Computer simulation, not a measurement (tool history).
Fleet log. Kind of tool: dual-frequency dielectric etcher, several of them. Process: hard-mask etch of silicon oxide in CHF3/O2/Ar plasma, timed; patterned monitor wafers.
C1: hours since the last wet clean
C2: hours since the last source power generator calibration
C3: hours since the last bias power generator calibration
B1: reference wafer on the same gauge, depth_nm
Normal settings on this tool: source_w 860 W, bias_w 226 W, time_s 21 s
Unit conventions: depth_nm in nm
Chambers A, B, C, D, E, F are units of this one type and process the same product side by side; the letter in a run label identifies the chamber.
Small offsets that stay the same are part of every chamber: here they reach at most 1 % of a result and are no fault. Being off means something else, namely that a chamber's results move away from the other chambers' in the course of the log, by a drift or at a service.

Run 1B, hour 11.7: usual settings; C1 173.7; C2 801.7; C3 1627.3; B1 41.535. Result: depth_nm 51.38 nm.
Run 2E, hour 21.9: usual settings; C1 57.2; C2 297; C3 536.1; B1 41.55. Result: depth_nm 51.387 nm.
Run 3D, hour 34.5: usual settings; C1 410.5; C2 1260; C3 1775; B1 41.513. Result: depth_nm 50.95 nm.
At hour 36.5: chamber D: wet clean of the chamber.
Run 4C, hour 47: usual settings; C1 141; C2 1088.1; C3 1540.2; B1 41.501. Result: depth_nm 51.702 nm.
Run 5F, hour 54.6: usual settings but source_w 780 W, time_s 18 s; C1 120.6; C2 1900.8; C3 1149.8; B1 41.507. Result: depth_nm 42.117 nm.
Run 6A, hour 65.4: usual settings but source_w 780 W, time_s 18 s; C1 676; C2 3069; C3 578.9; B1 41.485. Result: depth_nm 42.256 nm.
At hour 72.4: chamber A: wet clean of the chamber.
Run 7E, hour 77.7: usual settings but source_w 780 W, time_s 18 s; C1 113; C2 352.8; C3 591.9; B1 41.506. Result: depth_nm 42.684 nm.
Run 8F, hour 91.1: usual settings but source_w 780 W, time_s 18 s; C1 157.1; C2 1937.3; C3 1186.3; B1 41.5. Result: depth_nm 42.279 nm.
Run 9A, hour 103.7: usual settings but source_w 780 W, time_s 18 s; C1 31.3; C2 3107.3; C3 617.2; B1 41.49. Result: depth_nm 42.19 nm.
At hour 111.2: chamber A: source power generator calibrated.
Run 10D, hour 117.1: usual settings but source_w 780 W, time_s 18 s; C1 80.6; C2 1342.6; C3 1857.6; B1 41.477. Result: depth_nm 42.256 nm.
Run 11B, hour 123.8: usual settings; C1 285.8; C2 913.8; C3 1739.4; B1 41.537. Result: depth_nm 51.508 nm.
Run 12C, hour 134.6: usual settings; C1 228.6; C2 1175.7; C3 1627.8; B1 41.532. Result: depth_nm 52.115 nm.
Run 13F, hour 145.2: usual settings; C1 211.2; C2 1991.4; C3 1240.4; B1 41.488. Result: depth_nm 51.085 nm.
Run 14D, hour 151.5: usual settings; C1 115; C2 1377; C3 1892; B1 41.48. Result: depth_nm 51.074 nm.
Run 15B, hour 158.4: usual settings but source_w 1070 W, bias_w 204 W; C1 320.4; C2 948.4; C3 1774; B1 41.499. Result: depth_nm 53.801 nm.
Run 16E, hour 172.6: usual settings but source_w 1070 W, bias_w 204 W; C1 207.9; C2 447.7; C3 686.8; B1 41.463. Result: depth_nm 53.615 nm.
Run 17C, hour 184.7: usual settings but source_w 1070 W, bias_w 204 W; C1 278.7; C2 1225.8; C3 1677.9; B1 41.503. Result: depth_nm 54.382 nm.
Run 18A, hour 191.8: usual settings but source_w 1070 W, bias_w 204 W; C1 119.4; C2 80.6; C3 705.3; B1 41.498. Result: depth_nm 53.851 nm.
Run 19E, hour 198.2: usual settings but source_w 1070 W, bias_w 204 W; C1 233.5; C2 473.3; C3 712.4; B1 41.471. Result: depth_nm 54.074 nm.
Run 20A, hour 209.2: usual settings but source_w 1070 W, bias_w 204 W; C1 136.8; C2 98; C3 722.7; B1 41.517. Result: depth_nm 53.879 nm.
Run 21D, hour 220: usual settings; C1 183.5; C2 1445.5; C3 1960.5; B1 41.497. Result: depth_nm 50.925 nm.
Run 22F, hour 231.9: usual settings; C1 297.9; C2 2078.1; C3 1327.1; B1 41.486. Result: depth_nm 51.143 nm.
Run 23C, hour 242.6: usual settings; C1 336.6; C2 1283.7; C3 1735.8; B1 41.463. Result: depth_nm 51.821 nm.
Run 24B, hour 253.7: usual settings; C1 415.7; C2 1043.7; C3 1869.3; B1 41.501. Result: depth_nm 51.909 nm.
Run 25D, hour 264.4: usual settings; C1 227.9; C2 1489.9; C3 2004.9; B1 41.525. Result: depth_nm 50.947 nm.
At hour 268: chamber F: wet clean of the chamber.
Run 26A, hour 275.7: usual settings but source_w 760 W; C1 203.3; C2 164.5; C3 789.2; B1 41.487. Result: depth_nm 48.547 nm.
Run 27E, hour 289.7: usual settings but source_w 760 W; C1 325; C2 564.8; C3 803.9; B1 41.518. Result: depth_nm 49.063 nm.
Run 28B, hour 296.6: usual settings but source_w 760 W; C1 458.6; C2 1086.6; C3 1912.2; B1 41.521. Result: depth_nm 49.391 nm.
Run 29C, hour 307.8: usual settings but source_w 760 W; C1 401.8; C2 1348.9; C3 1801; B1 41.456. Result: depth_nm 49.222 nm.
At hour 313.9: chamber B: bias power generator calibrated.
Run 30F, hour 319.1: usual settings but source_w 760 W; C1 51.2; C2 2165.3; C3 1414.3; B1 41.538. Result: depth_nm 48.891 nm.
Run 31E, hour 325.5: usual settings but source_w 760 W; C1 360.8; C2 600.6; C3 839.7; B1 41.492. Result: depth_nm 48.853 nm.
Run 32C, hour 333.2: usual settings; C1 427.2; C2 1374.3; C3 1826.4; B1 41.476. Result: depth_nm 51.961 nm.
Run 33A, hour 342.5: usual settings; C1 270.1; C2 231.3; C3 856; B1 41.514. Result: depth_nm 51.715 nm.
Run 34F, hour 355.4: usual settings; C1 87.5; C2 2201.6; C3 1450.6; B1 41.51. Result: depth_nm 51.355 nm.
Run 35B, hour 365.5: usual settings but source_w 940 W, time_s 17 s; C1 527.5; C2 1155.5; C3 51.7; B1 41.512. Result: depth_nm 43.127 nm.
Run 36D, hour 376.2: usual settings but source_w 940 W, time_s 17 s; C1 339.7; C2 1601.7; C3 2116.7; B1 41.505. Result: depth_nm 42.818 nm.
Run 37E, hour 386.3: usual settings but source_w 940 W, time_s 17 s; C1 421.6; C2 661.4; C3 900.5; B1 41.497. Result: depth_nm 43.185 nm.
Run 38D, hour 394: usual settings but source_w 940 W, time_s 17 s; C1 357.5; C2 1619.5; C3 2134.5; B1 41.483. Result: depth_nm 42.738 nm.
Run 39F, hour 403.5: usual settings but source_w 940 W, time_s 17 s; C1 135.6; C2 2249.7; C3 1498.7; B1 41.509. Result: depth_nm 42.963 nm.
Run 40B, hour 416.2: usual settings but source_w 940 W, time_s 17 s; C1 578.2; C2 1206.2; C3 102.4; B1 41.513. Result: depth_nm 43.052 nm.
Run 41A, hour 425.9: usual settings; C1 353.5; C2 314.7; C3 939.4; B1 41.534. Result: depth_nm 51.15 nm.
At hour 433.8: chamber B: wet clean of the chamber.
Run 42C, hour 435.2: usual settings but time_s 23 s; C1 529.2; C2 1476.3; C3 1928.4; B1 41.49. Result: depth_nm 56.799 nm.
Run 43B, hour 442.4: usual settings but time_s 23 s; C1 8.7; C2 1232.4; C3 128.6; B1 41.508. Result: depth_nm 56.576 nm.
Run 44C, hour 451.6: usual settings but time_s 23 s; C1 545.6; C2 1492.7; C3 1944.8; B1 41.49. Result: depth_nm 56.656 nm.

What goes on in this fleet: one chamber off, a drifting gauge, or nothing beyond the chambers' own small offsets? Name the chamber and the cause, if any.

Neither any chamber nor the gauge drifts; the chambers differ only by their own small, steady offsets.

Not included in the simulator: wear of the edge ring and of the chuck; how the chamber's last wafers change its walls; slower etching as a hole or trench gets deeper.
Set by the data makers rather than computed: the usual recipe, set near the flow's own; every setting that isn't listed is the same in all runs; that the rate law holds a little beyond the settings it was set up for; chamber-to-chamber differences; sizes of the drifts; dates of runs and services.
